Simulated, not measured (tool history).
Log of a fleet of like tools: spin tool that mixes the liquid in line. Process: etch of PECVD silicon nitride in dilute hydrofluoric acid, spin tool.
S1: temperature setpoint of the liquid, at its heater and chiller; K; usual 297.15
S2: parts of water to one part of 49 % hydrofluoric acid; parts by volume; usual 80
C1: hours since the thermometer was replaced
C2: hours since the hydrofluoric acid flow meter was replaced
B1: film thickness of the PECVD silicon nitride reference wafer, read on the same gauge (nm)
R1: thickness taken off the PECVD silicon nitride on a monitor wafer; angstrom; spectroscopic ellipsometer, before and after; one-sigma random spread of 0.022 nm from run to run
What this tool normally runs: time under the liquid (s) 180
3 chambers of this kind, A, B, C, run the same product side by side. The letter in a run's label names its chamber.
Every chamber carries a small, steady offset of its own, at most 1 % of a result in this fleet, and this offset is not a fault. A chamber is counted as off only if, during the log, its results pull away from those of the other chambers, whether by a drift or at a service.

-- hour=11.2 chamber A: hydrofluoric acid flow meter replaced
run 1B hour=13.1 | S1=297.15 S2=80 time_under_the_liquid_(s)=180 | C1=572.3 C2=911.9 | B1=129.99 | R1=39.008
run 2A hour=27.4 | S1=297.15 S2=80 time_under_the_liquid_(s)=180 | C1=414.2 C2=16.3 | B1=130.01 | R1=38.856
run 3C hour=33.7 | S1=297.15 S2=80 time_under_the_liquid_(s)=180 | C1=1176.2 C2=1037.9 | B1=130 | R1=38.819
run 4A hour=41.1 | S1=297.15 S2=80 time_under_the_liquid_(s)=180 | C1=427.9 C2=30 | B1=130 | R1=38.991
run 5B hour=51.5 | S1=297.15 S2=80 time_under_the_liquid_(s)=180 | C1=610.7 C2=950.3 | B1=130 | R1=38.796
run 6C hour=59.2 | S1=297.15 S2=80 time_under_the_liquid_(s)=180 | C1=1201.7 C2=1063.4 | B1=130 | R1=39.108
run 7C hour=68.3 | S1=297.15 S2=80 time_under_the_liquid_(s)=180 | C1=1210.8 C2=1072.5 | B1=130.01 | R1=39.112
run 8B hour=79.3 | S1=297.15 S2=80 time_under_the_liquid_(s)=180 | C1=638.5 C2=978.1 | B1=129.99 | R1=39.054
run 9A hour=86 | S1=297.15 S2=80 time_under_the_liquid_(s)=180 | C1=472.8 C2=74.9 | B1=129.99 | R1=38.799
run 10B hour=97.5 | S1=297.15 S2=80 time_under_the_liquid_(s)=180 | C1=656.7 C2=996.3 | B1=129.99 | R1=38.704
run 11C hour=104.4 | S1=297.15 S2=80 time_under_the_liquid_(s)=180 | C1=1246.9 C2=1108.6 | B1=130 | R1=38.869
run 12A hour=114.8 | S1=297.15 S2=80 time_under_the_liquid_(s)=180 | C1=501.6 C2=103.7 | B1=129.99 | R1=38.579
run 13C hour=122.1 | S1=297.15 S2=80 time_under_the_liquid_(s)=180 | C1=1264.6 C2=1126.3 | B1=129.99 | R1=39.19
run 14B hour=128.5 | S1=297.15 S2=80 time_under_the_liquid_(s)=180 | C1=687.7 C2=1027.3 | B1=129.99 | R1=38.801
run 15A hour=135.4 | S1=297.15 S2=80 time_under_the_liquid_(s)=180 | C1=522.2 C2=124.3 | B1=130.01 | R1=38.743
run 16A hour=145.3 | S1=292.15 S2=110 time_under_the_liquid_(s)=180 | C1=532.1 C2=134.2 | B1=130.02 | R1=19.974
run 17B hour=154.8 | S1=292.15 S2=110 time_under_the_liquid_(s)=180 | C1=714 C2=1053.6 | B1=129.99 | R1=20.648
run 18C hour=166.9 | S1=292.15 S2=110 time_under_the_liquid_(s)=180 | C1=1309.4 C2=1171.1 | B1=129.99 | R1=20.386
run 19B hour=175.9 | S1=297.15 S2=80 time_under_the_liquid_(s)=180 | C1=735.1 C2=1074.7 | B1=130 | R1=39.138
run 20A hour=185.2 | S1=297.15 S2=100 time_under_the_liquid_(s)=180 | C1=572 C2=174.1 | B1=130 | R1=31.067
run 21C hour=193.5 | S1=297.15 S2=100 time_under_the_liquid_(s)=180 | C1=1336 C2=1197.7 | B1=129.99 | R1=31.277
run 22A hour=207.8 | S1=297.15 S2=100 time_under_the_liquid_(s)=180 | C1=594.6 C2=196.7 | B1=130 | R1=30.741
run 23C hour=220.9 | S1=297.15 S2=80 time_under_the_liquid_(s)=180 | C1=1363.4 C2=1225.1 | B1=130 | R1=39.12
run 24B hour=232 | S1=297.15 S2=80 time_under_the_liquid_(s)=110 | C1=791.2 C2=1130.8 | B1=129.99 | R1=23.884

Is one chamber out of step, is the gauge drifting, or do the chambers differ by no more than their own small offsets? For an off chamber, give its letter and the likeliest cause.

Beyond each chamber's small constant offset nothing stands out, and the gauge stays steady.
